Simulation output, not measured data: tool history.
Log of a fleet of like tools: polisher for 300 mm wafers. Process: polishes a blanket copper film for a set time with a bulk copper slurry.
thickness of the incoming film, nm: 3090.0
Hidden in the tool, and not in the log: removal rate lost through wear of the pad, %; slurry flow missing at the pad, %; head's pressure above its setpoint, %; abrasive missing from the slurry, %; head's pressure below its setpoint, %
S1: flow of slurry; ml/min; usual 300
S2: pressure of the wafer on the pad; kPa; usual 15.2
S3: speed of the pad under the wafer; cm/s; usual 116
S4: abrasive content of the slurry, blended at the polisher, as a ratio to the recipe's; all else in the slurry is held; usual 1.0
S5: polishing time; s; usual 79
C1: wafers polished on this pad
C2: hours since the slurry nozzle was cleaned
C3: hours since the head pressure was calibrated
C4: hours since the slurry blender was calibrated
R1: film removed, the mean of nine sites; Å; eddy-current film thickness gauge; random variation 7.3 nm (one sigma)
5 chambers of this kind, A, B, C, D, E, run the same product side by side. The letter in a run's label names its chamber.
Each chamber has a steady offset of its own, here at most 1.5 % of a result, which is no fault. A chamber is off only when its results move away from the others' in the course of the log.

| run | hour | S1 | S2 | S3 | S4 | S5 | C1 | C2 | C3 | C4 | R1 |
|---|---|---|---|---|---|---|---|---|---|---|---|
|  | 5.2 | chamber A: slurry blender recalibrated |
| 1B | 9.6 | 300 | 15.2 | 116 | 1.0 | 79 | 195 | 443.7 | 48.7 | 70.1 | 7633.8 |
| 2A | 18.5 | 300 | 15.2 | 116 | 1.0 | 79 | 606 | 205.0 | 1028.6 | 13.3 | 7466.9 |
| 3E | 31.4 | 300 | 15.2 | 116 | 1.0 | 79 | 502 | 142.8 | 291.6 | 169.4 | 7642.2 |
|  | 34.7 | chamber C: worn pad replaced by a new one |
| 4C | 46.0 | 300 | 15.2 | 116 | 1.0 | 79 | 101 | 269.9 | 515.8 | 99.7 | 7526.2 |
|  | 48.8 | chamber A: worn pad replaced by a new one |
| 5D | 54.7 | 300 | 15.2 | 116 | 1.0 | 79 | 510 | 95.9 | 219.0 | 332.4 | 7599.1 |
| 6A | 66.6 | 300 | 15.2 | 116 | 1.0 | 79 | 159 | 253.1 | 1076.7 | 61.4 | 7430.8 |
| 7D | 73.7 | 300 | 15.2 | 116 | 1.0 | 79 | 679 | 114.9 | 238.0 | 351.4 | 7433.4 |
|  | 79.3 | chamber E: worn pad replaced by a new one |
| 8B | 83.1 | 300 | 15.2 | 116 | 1.0 | 79 | 849 | 517.2 | 122.2 | 143.6 | 7565.3 |
| 9C | 91.8 | 330 | 13.1 | 116 | 1.0 | 79 | 508 | 315.7 | 561.6 | 145.5 | 6569.3 |
|  | 96.8 | chamber D: worn pad replaced by a new one |
| 10E | 104.6 | 330 | 13.1 | 116 | 1.0 | 79 | 225 | 216.0 | 364.8 | 242.6 | 6645.5 |
|  | 108.0 | chamber B: slurry nozzle cleaned |
|  | 109.1 | chamber B: worn pad replaced by a new one |
| 11C | 113.8 | 330 | 13.1 | 116 | 1.0 | 79 | 704 | 337.7 | 583.6 | 167.5 | 6574.0 |
| 12B | 122.0 | 330 | 13.1 | 116 | 1.0 | 79 | 115 | 14.1 | 161.1 | 182.5 | 6567.2 |
|  | 129.5 | chamber C: head pressure recalibrated |
|  | 130.9 | chamber A: worn pad replaced by a new one |
| 13D | 135.5 | 330 | 13.1 | 116 | 1.0 | 79 | 344 | 176.7 | 299.8 | 413.2 | 6442.7 |
| 14A | 148.6 | 300 | 15.2 | 116 | 1.0 | 79 | 158 | 335.1 | 1158.7 | 143.4 | 7471.7 |
|  | 150.4 | chamber C: worn pad replaced by a new one |
|  | 152.8 | chamber A: slurry nozzle cleaned |
| 15E | 160.4 | 300 | 15.2 | 116 | 1.0 | 79 | 721 | 271.8 | 420.6 | 298.4 | 7481.2 |
|  | 162.9 | chamber E: worn pad replaced by a new one |
| 16B | 173.9 | 300 | 15.2 | 116 | 1.0 | 79 | 577 | 66.0 | 213.0 | 234.4 | 7566.0 |
| 17A | 181.9 | 300 | 15.2 | 116 | 1.0 | 79 | 454 | 29.2 | 1192.0 | 176.7 | 7528.4 |
|  | 188.1 | chamber D: slurry nozzle cleaned |
| 18E | 193.6 | 300 | 15.2 | 116 | 1.0 | 79 | 274 | 305.0 | 453.8 | 331.6 | 7411.3 |
| 19D | 205.5 | 300 | 15.2 | 116 | 1.0 | 79 | 967 | 17.5 | 369.8 | 483.2 | 7545.0 |
|  | 207.5 | chamber D: slurry blender recalibrated |
|  | 216.9 | chamber A: worn pad replaced by a new one |
| 20C | 219.3 | 300 | 15.2 | 116 | 1.0 | 79 | 613 | 443.2 | 89.8 | 273.0 | 7546.8 |
|  | 221.8 | chamber D: worn pad replaced by a new one |
|  | 222.4 | chamber C: slurry blender recalibrated |
|  | 228.9 | chamber B: worn pad replaced by a new one |
| 21C | 234.2 | 300 | 15.2 | 116 | 1.0 | 79 | 746 | 458.1 | 104.7 | 11.8 | 7513.1 |
|  | 241.4 | chamber B: slurry blender recalibrated |
| 22A | 247.1 | 300 | 15.2 | 116 | 1.0 | 79 | 269 | 94.4 | 1257.2 | 241.9 | 7477.8 |
|  | 256.9 | chamber E: worn pad replaced by a new one |
| 23D | 258.1 | 300 | 15.2 | 116 | 1.0 | 79 | 323 | 70.1 | 422.4 | 50.6 | 7479.8 |
| 24E | 267.8 | 300 | 15.2 | 116 | 1.0 | 79 | 97 | 379.2 | 528.0 | 405.8 | 7414.4 |
|  | 270.2 | chamber C: worn pad replaced by a new one |
| 25B | 276.6 | 300 | 15.2 | 116 | 1.0 | 79 | 424 | 168.7 | 315.7 | 35.2 | 7510.3 |
|  | 280.1 | chamber A: head pressure recalibrated |
| 26C | 288.3 | 240 | 15.2 | 154 | 1.0 | 79 | 161 | 512.2 | 158.8 | 65.9 | 9694.3 |
| 27A | 300.3 | 240 | 15.2 | 154 | 1.0 | 79 | 743 | 147.6 | 20.3 | 295.1 | 9681.8 |
|  | 305.4 | chamber E: slurry blender recalibrated |
|  | 306.1 | chamber A: worn pad replaced by a new one |
| 28B | 309.3 | 240 | 15.2 | 154 | 1.0 | 79 | 715 | 201.4 | 348.4 | 67.9 | 9847.6 |
| 29E | 318.3 | 240 | 15.2 | 154 | 1.0 | 79 | 547 | 429.7 | 578.5 | 13.0 | 9507.4 |
| 30D | 325.0 | 240 | 15.2 | 154 | 1.0 | 79 | 918 | 137.0 | 489.3 | 117.5 | 9758.9 |
| 31A | 334.2 | 300 | 15.2 | 116 | 1.0 | 79 | 250 | 181.5 | 54.2 | 329.0 | 7455.6 |
|  | 340.1 | chamber D: worn pad replaced by a new one |
|  | 345.2 | chamber D: head pressure recalibrated |
| 32D | 347.2 | 300 | 15.2 | 116 | 1.0 | 79 | 63 | 159.2 | 2.0 | 139.7 | 7449.8 |
|  | 355.1 | chamber E: worn pad replaced by a new one |
| 33C | 356.2 | 300 | 15.2 | 116 | 1.0 | 79 | 765 | 580.1 | 226.7 | 133.8 | 7498.9 |
| 34E | 365.1 | 300 | 15.2 | 116 | 1.0 | 79 | 89 | 476.5 | 625.3 | 59.8 | 7153.8 |
|  | 369.7 | chamber B: worn pad replaced by a new one |
| 35B | 373.7 | 300 | 15.2 | 116 | 1.0 | 79 | 35 | 265.8 | 412.8 | 132.3 | 7623.5 |
| 36D | 386.6 | 300 | 15.2 | 116 | 1.0 | 79 | 414 | 198.6 | 41.4 | 179.1 | 7494.8 |
|  | 388.2 | chamber A: worn pad replaced by a new one |
|  | 395.0 | chamber C: worn pad replaced by a new one |
| 37B | 396.5 | 300 | 15.2 | 90 | 0.8 | 79 | 238 | 288.6 | 435.6 | 155.1 | 5612.9 |
| 38E | 406.6 | 300 | 15.2 | 90 | 0.8 | 79 | 459 | 518.0 | 666.8 | 101.3 | 5326.5 |
| 39A | 420.2 | 300 | 15.2 | 90 | 0.8 | 79 | 285 | 267.5 | 140.2 | 415.0 | 5534.8 |
|  | 422.4 | chamber D: slurry nozzle cleaned |
| 40C | 431.2 | 300 | 15.2 | 90 | 0.8 | 79 | 322 | 655.1 | 301.7 | 208.8 | 5515.8 |
| 41B | 439.1 | 300 | 15.2 | 90 | 0.8 | 79 | 617 | 331.2 | 478.2 | 197.7 | 5722.1 |
| 42C | 450.6 | 300 | 20.0 | 116 | 1.0 | 97 | 495 | 674.5 | 321.1 | 228.2 | 12055.0 |
|  | 454.0 | chamber D: worn pad replaced by a new one |
| 43D | 458.1 | 300 | 20.0 | 116 | 1.0 | 97 | 37 | 35.7 | 112.9 | 250.6 | 12168.0 |

Is one chamber off against the others, does the gauge drift, or is nothing wrong? If a chamber is off, say which, and what the likeliest cause is.

Chamber E drifts away from the others.
Cause: head's pressure below its setpoint, % = 7.41.

Here are 4 candidates for chamber E's next run, each the usual settings with a change, their results left as question marks. Which one brings its results back in line with what the others give on the usual settings?
In line means no further than this from the other chambers' mean on the usual settings: R1 250.0 Å
| 44E-1 | 468.9 | 305 | 15.2 | 130 | 1.0 | 79 |  |  |  |  | ? |
| 44E-2 | 468.9 | 300 | 14.5 | 116 | 1.0 | 77 |  |  |  |  | ? |
| 44E-3 | 468.9 | 300 | 15.2 | 124 | 1.0 | 79 |  |  |  |  | ? |
| 44E-4 | 468.9 | 300 | 14.5 | 112 | 1.0 | 76 |  |  |  |  | ? |

The other chambers' mean on the usual settings: R1 7545.7 Å
| run | R1 |
|---|---|
| 44E-1 | 7906.3 |
| 44E-2 | 6547.4 |
| 44E-3 | 7524.5 |
| 44E-4 | 6236.2 |
44E-3 brings the chamber back in line.
